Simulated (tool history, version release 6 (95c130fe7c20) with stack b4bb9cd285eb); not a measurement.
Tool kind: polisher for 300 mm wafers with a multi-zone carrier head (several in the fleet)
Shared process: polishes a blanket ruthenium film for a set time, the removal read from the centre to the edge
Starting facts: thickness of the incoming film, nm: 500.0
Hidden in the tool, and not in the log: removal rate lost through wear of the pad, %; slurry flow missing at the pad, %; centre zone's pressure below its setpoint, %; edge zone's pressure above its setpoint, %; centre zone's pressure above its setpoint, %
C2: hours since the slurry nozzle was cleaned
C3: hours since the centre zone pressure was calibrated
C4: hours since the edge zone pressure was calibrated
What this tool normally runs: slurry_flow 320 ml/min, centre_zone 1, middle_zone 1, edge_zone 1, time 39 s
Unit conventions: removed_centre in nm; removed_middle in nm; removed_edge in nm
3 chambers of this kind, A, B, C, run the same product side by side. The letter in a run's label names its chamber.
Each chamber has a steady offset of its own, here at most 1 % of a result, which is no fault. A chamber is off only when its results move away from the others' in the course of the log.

{"hour": 3.6, "done": "chamber B: worn pad replaced by a new one"}
{"run": "1B", "hour": 8.7, "slurry_flow": 320, "centre_zone": 1, "middle_zone": 1, "edge_zone": 1, "time": 39, "wafers polished on this pad": 54, "C2": 150.6, "C3": 121.4, "C4": 850.2, "removed_centre": 55.81, "removed_middle": 54.018, "removed_edge": 53.608}
{"run": "2A", "hour": 14.5, "slurry_flow": 320, "centre_zone": 1, "middle_zone": 1, "edge_zone": 1, "time": 39, "wafers polished on this pad": 394, "C2": 56.8, "C3": 246.7, "C4": 172.7, "removed_centre": 54.479, "removed_middle": 54.501, "removed_edge": 54.997}
{"run": "3C", "hour": 21.6, "slurry_flow": 320, "centre_zone": 1, "middle_zone": 1, "edge_zone": 1, "time": 39, "wafers polished on this pad": 358, "C2": 259.9, "C3": 209.8, "C4": 356.3, "removed_centre": 54.927, "removed_middle": 55.285, "removed_edge": 56.448}
{"run": "4A", "hour": 30.3, "slurry_flow": 320, "centre_zone": 1, "middle_zone": 1, "edge_zone": 1, "time": 39, "wafers polished on this pad": 562, "C2": 72.6, "C3": 262.5, "C4": 188.5, "removed_centre": 55.122, "removed_middle": 54.802, "removed_edge": 54.617}
{"run": "5B", "hour": 39.9, "slurry_flow": 320, "centre_zone": 1.07, "middle_zone": 0.96, "edge_zone": 1, "time": 39, "wafers polished on this pad": 385, "C2": 181.8, "C3": 152.6, "C4": 881.4, "removed_centre": 59.94, "removed_middle": 53.274, "removed_edge": 54.993}
{"hour": 40.0, "done": "chamber A: worn pad replaced by a new one"}
{"run": "6C", "hour": 49.5, "slurry_flow": 320, "centre_zone": 1.07, "middle_zone": 0.96, "edge_zone": 1, "time": 39, "wafers polished on this pad": 654, "C2": 287.8, "C3": 237.7, "C4": 384.2, "removed_centre": 58.44, "removed_middle": 53.66, "removed_edge": 54.592}
{"hour": 58.4, "done": "chamber C: worn pad replaced by a new one"}
{"run": "7A", "hour": 58.4, "slurry_flow": 320, "centre_zone": 1.07, "middle_zone": 0.96, "edge_zone": 1, "time": 39, "wafers polished on this pad": 196, "C2": 100.7, "C3": 290.6, "C4": 216.6, "removed_centre": 59.178, "removed_middle": 52.91, "removed_edge": 54.737}
{"run": "8B", "hour": 64.2, "slurry_flow": 320, "centre_zone": 1, "middle_zone": 1, "edge_zone": 1, "time": 39, "wafers polished on this pad": 643, "C2": 206.1, "C3": 176.9, "C4": 905.7, "removed_centre": 54.714, "removed_middle": 54.426, "removed_edge": 53.052}
{"hour": 67.9, "done": "chamber B: worn pad replaced by a new one"}
{"run": "9C", "hour": 72.8, "slurry_flow": 375, "centre_zone": 1, "middle_zone": 1, "edge_zone": 1, "time": 39, "wafers polished on this pad": 153, "C2": 311.1, "C3": 261, "C4": 407.5, "removed_centre": 54.837, "removed_middle": 55.729, "removed_edge": 56.379}
{"run": "10C", "hour": 81.0, "slurry_flow": 375, "centre_zone": 1, "middle_zone": 1, "edge_zone": 1, "time": 39, "wafers polished on this pad": 240, "C2": 319.3, "C3": 269.2, "C4": 415.7, "removed_centre": 56.249, "removed_middle": 56.213, "removed_edge": 54.532}
{"run": "11A", "hour": 85.9, "slurry_flow": 375, "centre_zone": 1, "middle_zone": 1, "edge_zone": 1, "time": 39, "wafers polished on this pad": 487, "C2": 128.2, "C3": 318.1, "C4": 244.1, "removed_centre": 56.734, "removed_middle": 55.431, "removed_edge": 56.476}
{"run": "12B", "hour": 95.2, "slurry_flow": 320, "centre_zone": 1, "middle_zone": 1, "edge_zone": 1, "time": 39, "wafers polished on this pad": 290, "C2": 237.1, "C3": 207.9, "C4": 936.7, "removed_centre": 53.848, "removed_middle": 53.094, "removed_edge": 53.204}
{"hour": 95.6, "done": "chamber C: edge zone pressure recalibrated"}
{"run": "13B", "hour": 100.8, "slurry_flow": 320, "centre_zone": 1, "middle_zone": 1, "edge_zone": 1, "time": 39, "wafers polished on this pad": 349, "C2": 242.7, "C3": 213.5, "C4": 942.3, "removed_centre": 53.688, "removed_middle": 54.583, "removed_edge": 53.471}
{"run": "14C", "hour": 105.4, "slurry_flow": 320, "centre_zone": 1, "middle_zone": 1, "edge_zone": 1, "time": 39, "wafers polished on this pad": 499, "C2": 343.7, "C3": 293.6, "C4": 9.9, "removed_centre": 55.287, "removed_middle": 55.391, "removed_edge": 54.603}
{"hour": 110.3, "done": "chamber A: worn pad replaced by a new one"}
{"run": "15A", "hour": 114.4, "slurry_flow": 320, "centre_zone": 1, "middle_zone": 1, "edge_zone": 1, "time": 39, "wafers polished on this pad": 43, "C2": 156.7, "C3": 346.6, "C4": 272.6, "removed_centre": 55.558, "removed_middle": 55.829, "removed_edge": 55.937}
{"run": "16B", "hour": 120.2, "slurry_flow": 320, "centre_zone": 1, "middle_zone": 1, "edge_zone": 1, "time": 39, "wafers polished on this pad": 555, "C2": 262.1, "C3": 232.9, "C4": 961.7, "removed_centre": 53.408, "removed_middle": 52.651, "removed_edge": 52.834}
{"run": "17C", "hour": 126.2, "slurry_flow": 320, "centre_zone": 1, "middle_zone": 1, "edge_zone": 1, "time": 39, "wafers polished on this pad": 720, "C2": 364.5, "C3": 314.4, "C4": 30.7, "removed_centre": 55.709, "removed_middle": 55.531, "removed_edge": 54.973}
{"run": "18A", "hour": 132.9, "slurry_flow": 320, "centre_zone": 1, "middle_zone": 1, "edge_zone": 1, "time": 39, "wafers polished on this pad": 240, "C2": 175.2, "C3": 365.1, "C4": 291.1, "removed_centre": 55.427, "removed_middle": 55.602, "removed_edge": 54.314}
{"run": "19C", "hour": 138.3, "slurry_flow": 320, "centre_zone": 0.9, "middle_zone": 1, "edge_zone": 1, "time": 39, "wafers polished on this pad": 848, "C2": 376.6, "C3": 326.5, "C4": 42.8, "removed_centre": 48.656, "removed_middle": 54.76, "removed_edge": 56.036}
{"hour": 138.5, "done": "chamber B: worn pad replaced by a new one"}
{"run": "20A", "hour": 144.8, "slurry_flow": 320, "centre_zone": 0.9, "middle_zone": 1, "edge_zone": 1, "time": 39, "wafers polished on this pad": 366, "C2": 187.1, "C3": 377, "C4": 303, "removed_centre": 49.351, "removed_middle": 55.371, "removed_edge": 56.188}
{"run": "21B", "hour": 153.1, "slurry_flow": 320, "centre_zone": 0.9, "middle_zone": 1, "edge_zone": 1, "time": 39, "wafers polished on this pad": 155, "C2": 295, "C3": 265.8, "C4": 994.6, "removed_centre": 45.66, "removed_middle": 52.243, "removed_edge": 52.72}

Each of the 3 chambers runs these same settings next. Fill in every chamber's results:
{"run": "22A", "hour": 160.3, "slurry_flow": 320, "centre_zone": 1, "middle_zone": 1, "edge_zone": 0.89, "time": 39, "removed_centre": "?", "removed_middle": "?", "removed_edge": "?"}
{"run": "22B", "hour": 160.3, "slurry_flow": 320, "centre_zone": 1, "middle_zone": 1, "edge_zone": 0.89, "time": 39, "removed_centre": "?", "removed_middle": "?", "removed_edge": "?"}
{"run": "22C", "hour": 160.3, "slurry_flow": 320, "centre_zone": 1, "middle_zone": 1, "edge_zone": 0.89, "time": 39, "removed_centre": "?", "removed_middle": "?", "removed_edge": "?"}

run=22A removed_centre=54.744 removed_middle=54.367 removed_edge=51.473
run=22B removed_centre=51.116 removed_middle=50.836 removed_edge=50.269
run=22C removed_centre=55.125 removed_middle=54.912 removed_edge=50.934
